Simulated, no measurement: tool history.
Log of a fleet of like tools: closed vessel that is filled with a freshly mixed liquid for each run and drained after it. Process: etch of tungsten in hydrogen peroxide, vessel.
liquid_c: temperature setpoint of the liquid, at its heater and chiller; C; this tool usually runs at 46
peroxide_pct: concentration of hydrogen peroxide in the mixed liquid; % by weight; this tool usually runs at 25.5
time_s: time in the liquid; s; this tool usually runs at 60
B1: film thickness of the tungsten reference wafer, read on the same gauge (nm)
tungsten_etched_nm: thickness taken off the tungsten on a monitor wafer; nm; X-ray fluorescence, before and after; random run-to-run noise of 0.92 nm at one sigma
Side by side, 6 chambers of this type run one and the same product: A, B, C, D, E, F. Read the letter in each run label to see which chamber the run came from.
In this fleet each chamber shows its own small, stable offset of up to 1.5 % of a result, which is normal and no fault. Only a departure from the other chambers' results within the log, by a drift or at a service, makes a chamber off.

{"run": "1C", "day": 0.467, "liquid_c": 46, "peroxide_pct": 25.5, "time_s": 60, "B1": 60, "tungsten_etched_nm": 149.29}
{"run": "2F", "day": 1.008, "liquid_c": 46, "peroxide_pct": 25.5, "time_s": 60, "B1": 60.015, "tungsten_etched_nm": 148.12}
{"run": "3E", "day": 1.317, "liquid_c": 46, "peroxide_pct": 25.5, "time_s": 60, "B1": 59.982, "tungsten_etched_nm": 148.89}
{"run": "4D", "day": 1.788, "liquid_c": 46, "peroxide_pct": 25.5, "time_s": 60, "B1": 59.993, "tungsten_etched_nm": 146.94}
{"run": "5A", "day": 2.367, "liquid_c": 46, "peroxide_pct": 25.5, "time_s": 60, "B1": 59.996, "tungsten_etched_nm": 146.68}
{"run": "6B", "day": 2.758, "liquid_c": 46, "peroxide_pct": 25.5, "time_s": 60, "B1": 60.004, "tungsten_etched_nm": 148.19}
{"day": 2.808, "done": "chamber D: thermometer replaced"}
{"run": "7C", "day": 3.104, "liquid_c": 38, "peroxide_pct": 25.5, "time_s": 30, "B1": 59.994, "tungsten_etched_nm": 43.81}
{"run": "8A", "day": 3.558, "liquid_c": 38, "peroxide_pct": 25.5, "time_s": 30, "B1": 60.013, "tungsten_etched_nm": 43.398}
{"run": "9D", "day": 3.975, "liquid_c": 38, "peroxide_pct": 25.5, "time_s": 30, "B1": 59.997, "tungsten_etched_nm": 43.51}
{"run": "10B", "day": 4.462, "liquid_c": 38, "peroxide_pct": 25.5, "time_s": 30, "B1": 60.006, "tungsten_etched_nm": 44.743}
{"run": "11E", "day": 4.858, "liquid_c": 38, "peroxide_pct": 25.5, "time_s": 30, "B1": 60.015, "tungsten_etched_nm": 43.292}
{"run": "12F", "day": 5.454, "liquid_c": 38, "peroxide_pct": 25.5, "time_s": 30, "B1": 60.031, "tungsten_etched_nm": 43.813}
{"run": "13D", "day": 5.938, "liquid_c": 46, "peroxide_pct": 25.5, "time_s": 60, "B1": 59.995, "tungsten_etched_nm": 146.91}
{"run": "14A", "day": 6.267, "liquid_c": 46, "peroxide_pct": 25.5, "time_s": 60, "B1": 60.002, "tungsten_etched_nm": 145.74}
{"run": "15F", "day": 6.538, "liquid_c": 46, "peroxide_pct": 19.5, "time_s": 60, "B1": 59.987, "tungsten_etched_nm": 127.85}
{"run": "16E", "day": 6.825, "liquid_c": 46, "peroxide_pct": 19.5, "time_s": 60, "B1": 59.984, "tungsten_etched_nm": 128.84}
{"run": "17B", "day": 7.35, "liquid_c": 46, "peroxide_pct": 19.5, "time_s": 60, "B1": 60, "tungsten_etched_nm": 128.99}
{"run": "18C", "day": 7.704, "liquid_c": 46, "peroxide_pct": 19.5, "time_s": 60, "B1": 59.977, "tungsten_etched_nm": 128.72}
{"run": "19C", "day": 8.092, "liquid_c": 46, "peroxide_pct": 19.5, "time_s": 60, "B1": 59.989, "tungsten_etched_nm": 128.33}
{"day": 8.617, "done": "chamber E: new drum of peroxide connected"}
{"run": "20B", "day": 8.671, "liquid_c": 46, "peroxide_pct": 19.5, "time_s": 60, "B1": 60.004, "tungsten_etched_nm": 130.96}
{"run": "21E", "day": 8.95, "liquid_c": 46, "peroxide_pct": 25.5, "time_s": 60, "B1": 59.991, "tungsten_etched_nm": 146.22}
{"day": 9.129, "done": "chamber D: new drum of peroxide connected"}
{"run": "22F", "day": 9.492, "liquid_c": 46, "peroxide_pct": 25.5, "time_s": 60, "B1": 59.996, "tungsten_etched_nm": 147.15}
{"run": "23A", "day": 10.038, "liquid_c": 46, "peroxide_pct": 25.5, "time_s": 60, "B1": 60.008, "tungsten_etched_nm": 146.09}
{"day": 10.354, "done": "chamber F: new drum of peroxide connected"}
{"run": "24D", "day": 10.504, "liquid_c": 46, "peroxide_pct": 25.5, "time_s": 60, "B1": 60.012, "tungsten_etched_nm": 146.36}
{"day": 10.733, "done": "chamber A: new drum of peroxide connected"}
{"run": "25A", "day": 11.067, "liquid_c": 46, "peroxide_pct": 25.5, "time_s": 60, "B1": 60.006, "tungsten_etched_nm": 148.41}
{"run": "26E", "day": 11.608, "liquid_c": 46, "peroxide_pct": 25.5, "time_s": 60, "B1": 59.992, "tungsten_etched_nm": 147.65}
{"day": 11.808, "done": "chamber E: thermometer replaced"}
{"run": "27D", "day": 12.075, "liquid_c": 46, "peroxide_pct": 30, "time_s": 60, "B1": 59.986, "tungsten_etched_nm": 160.97}
{"run": "28C", "day": 12.6, "liquid_c": 46, "peroxide_pct": 30, "time_s": 60, "B1": 60, "tungsten_etched_nm": 159.27}
{"run": "29F", "day": 13.146, "liquid_c": 46, "peroxide_pct": 30, "time_s": 60, "B1": 59.995, "tungsten_etched_nm": 159.96}
{"run": "30B", "day": 13.479, "liquid_c": 46, "peroxide_pct": 30, "time_s": 60, "B1": 60.016, "tungsten_etched_nm": 160.14}
{"run": "31C", "day": 13.875, "liquid_c": 46, "peroxide_pct": 30, "time_s": 60, "B1": 59.991, "tungsten_etched_nm": 158.58}
{"run": "32F", "day": 14.442, "liquid_c": 46, "peroxide_pct": 30, "time_s": 60, "B1": 60.015, "tungsten_etched_nm": 158.09}
{"run": "33E", "day": 14.804, "liquid_c": 46, "peroxide_pct": 25.5, "time_s": 60, "B1": 59.997, "tungsten_etched_nm": 147.64}
{"run": "34A", "day": 15.375, "liquid_c": 46, "peroxide_pct": 25.5, "time_s": 60, "B1": 60.009, "tungsten_etched_nm": 146.85}
{"run": "35B", "day": 15.825, "liquid_c": 46, "peroxide_pct": 25.5, "time_s": 60, "B1": 59.985, "tungsten_etched_nm": 150.3}
{"run": "36D", "day": 16.229, "liquid_c": 38, "peroxide_pct": 25.5, "time_s": 60, "B1": 60.001, "tungsten_etched_nm": 86.527}

For the next run the whole fleet of 6 chambers uses the same settings. Give each chamber's results:
{"run": "37A", "day": 16.658, "liquid_c": 46, "peroxide_pct": 25.5, "time_s": 60, "tungsten_etched_nm": "?"}
{"run": "37B", "day": 16.658, "liquid_c": 46, "peroxide_pct": 25.5, "time_s": 60, "tungsten_etched_nm": "?"}
{"run": "37C", "day": 16.658, "liquid_c": 46, "peroxide_pct": 25.5, "time_s": 60, "tungsten_etched_nm": "?"}
{"run": "37D", "day": 16.658, "liquid_c": 46, "peroxide_pct": 25.5, "time_s": 60, "tungsten_etched_nm": "?"}
{"run": "37E", "day": 16.658, "liquid_c": 46, "peroxide_pct": 25.5, "time_s": 60, "tungsten_etched_nm": "?"}
{"run": "37F", "day": 16.658, "liquid_c": 46, "peroxide_pct": 25.5, "time_s": 60, "tungsten_etched_nm": "?"}

run=37A tungsten_etched_nm=147.35
run=37B tungsten_etched_nm=151.31
run=37C tungsten_etched_nm=147.77
run=37D tungsten_etched_nm=147.17
run=37E tungsten_etched_nm=147.49
run=37F tungsten_etched_nm=145.41

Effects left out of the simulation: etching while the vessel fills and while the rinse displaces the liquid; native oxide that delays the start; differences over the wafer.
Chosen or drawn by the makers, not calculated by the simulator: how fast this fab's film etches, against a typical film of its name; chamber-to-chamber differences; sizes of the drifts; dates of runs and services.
